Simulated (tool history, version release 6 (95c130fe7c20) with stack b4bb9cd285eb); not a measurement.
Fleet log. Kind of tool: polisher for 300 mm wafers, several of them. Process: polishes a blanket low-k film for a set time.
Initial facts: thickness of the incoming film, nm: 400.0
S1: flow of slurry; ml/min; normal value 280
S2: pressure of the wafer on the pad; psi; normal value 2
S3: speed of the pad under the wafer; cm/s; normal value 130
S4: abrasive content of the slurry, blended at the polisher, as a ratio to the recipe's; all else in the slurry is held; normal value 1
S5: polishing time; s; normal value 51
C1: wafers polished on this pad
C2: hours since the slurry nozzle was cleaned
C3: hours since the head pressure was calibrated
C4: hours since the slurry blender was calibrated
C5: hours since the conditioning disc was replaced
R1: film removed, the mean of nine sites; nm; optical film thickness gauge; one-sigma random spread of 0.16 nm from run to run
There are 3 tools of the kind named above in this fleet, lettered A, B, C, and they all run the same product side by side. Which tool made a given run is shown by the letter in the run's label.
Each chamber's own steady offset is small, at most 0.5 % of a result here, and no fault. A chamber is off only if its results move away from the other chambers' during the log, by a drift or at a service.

run	hour	S1	S2	S3	S4	S5	C1	C2	C3	C4	C5	R1
# hour 1.6: chamber C: slurry nozzle cleaned
1B	7.2	280	2	130	1	51	666	625	1121	299.3	204.9	23.054
2A	14.1	280	2	130	1	51	611	299.6	156.8	105.1	112.5	23.08
# hour 20.8: chamber B: worn pad replaced by a new one
3C	22.8	280	2	130	1	51	389	21.2	74.1	43.8	102.6	23.041
# hour 26.7: chamber A: worn pad replaced by a new one
4C	29.6	280	2	130	1	51	475	28	80.9	50.6	109.4	23.122
5B	36.7	280	2	130	1	51	202	654.5	1150.5	328.8	234.4	23.145
6A	47.4	280	2	130	1	51	262	332.9	190.1	138.4	145.8	23.213
# hour 50.6: chamber C: worn pad replaced by a new one
7C	55.1	280	2	130	1	51	56	53.5	106.4	76.1	134.9	23.008
8A	66.7	280	2	130	1	41	507	352.2	209.4	157.7	165.1	18.616
9B	76.5	280	2	130	1	41	705	694.3	1190.3	368.6	274.2	18.537
# hour 83.1: chamber B: worn pad replaced by a new one
# hour 86.1: chamber B: slurry nozzle cleaned
10C	90.2	280	2	130	1	41	501	88.6	141.5	111.2	170	18.627
# hour 97.6: chamber A: worn pad replaced by a new one
11B	101.4	280	2	130	1	51	232	15.3	1215.2	393.5	299.1	22.939
12A	110.7	280	2	130	1	51	165	396.2	253.4	201.7	209.1	23.464
# hour 112: chamber C: worn pad replaced by a new one
13B	120.2	280	2	130	1	51	470	34.1	1234	412.3	317.9	23.03
14A	134.2	280	2	130	1	51	463	419.7	276.9	225.2	232.6	23.67
15C	142	280	2	100	1	39	379	140.4	193.3	163	221.8	14.293
16C	148.9	280	2	100	1	39	467	147.3	200.2	169.9	228.7	14.235
# hour 154.9: chamber B: worn pad replaced by a new one
17B	157.9	280	2	100	1	39	38	71.8	1271.7	450	355.6	14.318
# hour 161.8: chamber A: worn pad replaced by a new one
18A	167.9	280	2	130	1	51	77	453.4	310.6	258.9	266.3	23.783
# hour 175.8: chamber C: slurry blender recalibrated
19B	177.5	280	2	130	1	51	286	91.4	1291.3	469.6	375.2	23.493
# hour 180.3: chamber C: worn pad replaced by a new one
# hour 182.1: chamber B: slurry blender recalibrated
20A	184	280	2	130	1	51	281	469.5	326.7	275	282.4	23.721
# hour 190.6: chamber B: head pressure recalibrated
21C	198	280	2	130	1	51	224	196.4	249.3	22.2	277.8	23.289
22C	211.2	280	2	130	1	51	391	209.6	262.5	35.4	291	23.034
# hour 220.5: chamber C: conditioning disc replaced and pad reconditioned
# hour 222: chamber A: worn pad replaced by a new one
# hour 222.4: chamber B: worn pad replaced by a new one
23B	224.3	280	2	130	1	51	24	138.2	33.7	42.2	422	23.049
24A	236.1	280	2	130	1	51	178	521.6	378.8	327.1	334.5	23.773
# hour 242.3: chamber C: worn pad replaced by a new one
# hour 244.5: chamber A: slurry blender recalibrated
25C	245.5	280	2	130	1	51	41	243.9	296.8	69.7	25.1	23.179
26A	251.8	280	2	130	1	51	377	537.3	394.5	7.3	350.2	24
27B	258.9	280	2	130	1	51	461	172.8	68.3	76.8	456.6	23.132
28A	268.4	280	2	130	1	51	587	553.9	411.1	23.9	366.8	23.905
29B	282.8	280	2	130	1	51	764	196.7	92.2	100.7	480.5	23.052
# hour 287: chamber B: worn pad replaced by a new one
30C	292.5	280	2	130	1	51	636	290.9	343.8	116.7	72.1	23.351
# hour 299.1: chamber A: worn pad replaced by a new one
31C	306.3	280	2	130	1	51	810	304.7	357.6	130.5	85.9	23.176
32B	319.3	280	2	130	1	51	409	233.2	128.7	137.2	517	23.128
33A	331	280	2	168	1	51	404	616.5	473.7	86.5	429.4	30.186
34B	340.9	280	2	168	1	51	682	254.8	150.3	158.8	538.6	28.212

Read the log: is a single chamber off, either drifting away or since a service, is the gauge that measures every chamber drifting, or is nothing wrong beyond small per-chamber offsets? Name any odd chamber and what most likely caused it.

Little by little, chamber A moves away from the other chambers.
What lies behind it: head's pressure above its setpoint, % = 5.63.

Chamber A could run next with any of the 4 candidate recipes listed below; each alters the usual settings, and their results appear as question marks. Which one brings its results back in line with what the other chambers deliver on the usual settings?
Maximum distance from the other chambers' mean on the usual settings for a result to count as in line: R1 0.54 nm
35A-1	351.2	280	2	138	1	55						?
35A-2	351.2	280	2.1	132	1	51						?
35A-3	351.2	280	1.9	128	1	51						?
35A-4	351.2	280	2	122	1	47						?

The other chambers' mean on the usual settings: R1 22.956 nm
run	R1
35A-1	27.477
35A-2	25.801
35A-3	22.775
35A-4	21.244
35A-3 brings the chamber back in line.

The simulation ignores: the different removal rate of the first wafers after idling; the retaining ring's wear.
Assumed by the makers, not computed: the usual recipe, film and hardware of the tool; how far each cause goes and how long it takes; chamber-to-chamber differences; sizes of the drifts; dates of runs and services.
